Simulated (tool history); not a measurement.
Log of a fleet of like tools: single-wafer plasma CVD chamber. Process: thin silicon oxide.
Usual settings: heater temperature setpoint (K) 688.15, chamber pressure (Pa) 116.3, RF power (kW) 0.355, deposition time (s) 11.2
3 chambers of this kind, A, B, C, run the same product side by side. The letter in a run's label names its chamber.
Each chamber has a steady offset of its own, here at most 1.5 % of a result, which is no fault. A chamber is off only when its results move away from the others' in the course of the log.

run,hour,heater temperature setpoint (K),chamber pressure (Pa),RF power (kW),deposition time (s),hours since the last thermocouple change,hours since the last RF generator calibration,hours since the last manometer calibration,"read-back reference wafer on the same gauge, thickness_nm",mean film thickness on the monitor wafer (angstrom)
1C,6.7,688.15,116.3,0.355,11.2,660.2,499.9,443.8,22.099,237.42
2B,17.9,688.15,116.3,0.355,11.2,310,632.2,266.1,22.097,233.86
3A,24.4,688.15,116.3,0.355,11.2,1621.9,673,209.8,22.077,236.14
4C,31.1,688.15,116.3,0.355,11.2,684.6,524.3,468.2,22.081,237.05
5A,42,688.15,116.3,0.355,11.2,1639.5,690.6,227.4,22.086,236.66
6B,48.9,688.15,116.3,0.355,11.2,341,663.2,297.1,22.069,233.51
7B,58.1,688.15,116.3,0.355,11.2,350.2,672.4,306.3,22.071,232.88
8C,68.8,700.15,116.3,0.395,11.2,722.3,562,505.9,22.06,244.09
9A,81.7,700.15,116.3,0.395,11.2,1679.2,730.3,267.1,22.06,243.52
10B,90.6,700.15,116.3,0.395,11.2,382.7,704.9,338.8,22.046,240.92
11C,105.3,688.15,116.3,0.355,11.2,758.8,598.5,542.4,22.038,236.46
12A,114.2,688.15,116.3,0.355,11.2,1711.7,762.8,299.6,22.027,235.66
13A,125.9,688.15,116.3,0.355,11.2,1723.4,774.5,311.3,22.033,235.84
14B,138.5,688.15,116.3,0.355,11.2,430.6,752.8,386.7,22.023,233.51
15C,149.5,688.15,116.3,0.355,11.2,803,642.7,586.6,22.015,236.37
16A,163.6,688.15,116.3,0.355,11.2,1761.1,812.2,349,22.014,235.55
17B,170.1,688.15,116.3,0.355,11.2,462.2,784.4,418.3,22.008,233.08
18C,179.3,688.15,116.3,0.355,11.2,832.8,672.5,616.4,22.002,236.49
19B,187.5,688.15,116.3,0.355,11.2,479.6,801.8,435.7,21.995,232.59
20A,197.9,688.15,103.3,0.355,9.7,1795.4,846.5,383.3,21.988,182.69
21C,211.4,688.15,103.3,0.355,9.7,864.9,704.6,648.5,21.983,184.58
22C,222.7,688.15,103.3,0.355,9.7,876.2,715.9,659.8,21.977,184.01
23B,229.8,688.15,116.3,0.355,11.2,521.9,844.1,478,21.982,232.81

What goes on in this fleet: one chamber off, a drifting gauge, or nothing beyond the chambers' own small offsets? Name the chamber and the cause, if any.

The gauge drifts, so all chambers seem to drift together. No chamber is off.
Cause: gauge reads low (%) = 0.602.
